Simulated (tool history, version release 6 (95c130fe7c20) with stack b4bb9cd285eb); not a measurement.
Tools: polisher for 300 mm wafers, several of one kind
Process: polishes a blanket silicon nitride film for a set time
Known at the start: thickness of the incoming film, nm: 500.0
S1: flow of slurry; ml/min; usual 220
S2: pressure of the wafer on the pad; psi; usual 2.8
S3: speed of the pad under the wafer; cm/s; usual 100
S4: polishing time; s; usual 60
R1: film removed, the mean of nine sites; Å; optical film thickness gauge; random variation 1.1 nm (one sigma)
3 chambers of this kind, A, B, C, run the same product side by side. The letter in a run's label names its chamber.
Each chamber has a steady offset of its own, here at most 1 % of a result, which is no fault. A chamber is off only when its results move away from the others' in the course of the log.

run,hour,S1,S2,S3,S4,R1
1C,2.9,220,2.8,100,60,838.58
# hour 4.9: chamber C: worn pad replaced by a new one
# hour 5.7: chamber A: worn pad replaced by a new one
2A,7.2,220,2.8,100,60,848.94
3B,9.8,220,2.8,100,60,864.72
4B,14.5,220,2.8,100,60,864.32
5A,19,220,2.8,100,60,836.21
6C,21.8,220,2.8,100,60,840.91
7B,24.4,220,2.8,100,60,844.05
8A,28,220,2.8,100,41,577
9C,32.2,220,2.8,100,41,578.93
10A,37,220,2.8,100,41,588.39
11C,39.3,220,2.8,100,60,834.04
12B,42.4,220,2.8,100,60,857.14
13A,47.2,220,2.8,100,60,841.05
14B,50.5,220,2.8,100,60,850.21
15C,53.6,220,2.8,100,60,833.88
16B,56.8,220,2.8,100,60,829.71
17C,59,220,2.8,100,60,830.22
18A,63.4,220,2.8,100,60,828.3
19C,66.2,220,2.8,100,60,819.28
20A,69.9,220,2.8,100,77,1086
21B,73.4,220,2.8,100,77,1029.5
22C,76.8,220,2.8,100,77,1062.1
# hour 78.5: chamber A: worn pad replaced by a new one
23A,80.3,220,2.8,100,60,836.82
24B,84.2,220,2.8,100,60,799.15
25B,87,220,2.8,100,60,798.33
26A,89.8,220,2.8,100,60,848.75
27C,92.8,220,1.8,100,43,381.86
28A,97.3,220,1.8,100,43,393.33
29C,100.1,220,1.8,100,43,385.29
30B,102.8,220,2.8,100,60,791
31C,107.6,220,2.8,100,60,841.06
# hour 107.8: chamber B: slurry nozzle cleaned
32A,110.9,220,2.8,100,60,827.22
33B,115.6,220,2.8,100,60,780.2

All 3 chambers run these settings next. Forecast each chamber's results:
34A,119.1,220,2.8,100,60,?
34B,119.1,220,2.8,100,60,?
34C,119.1,220,2.8,100,60,?

run,R1
34A,818.85
34B,761.16
34C,843.89
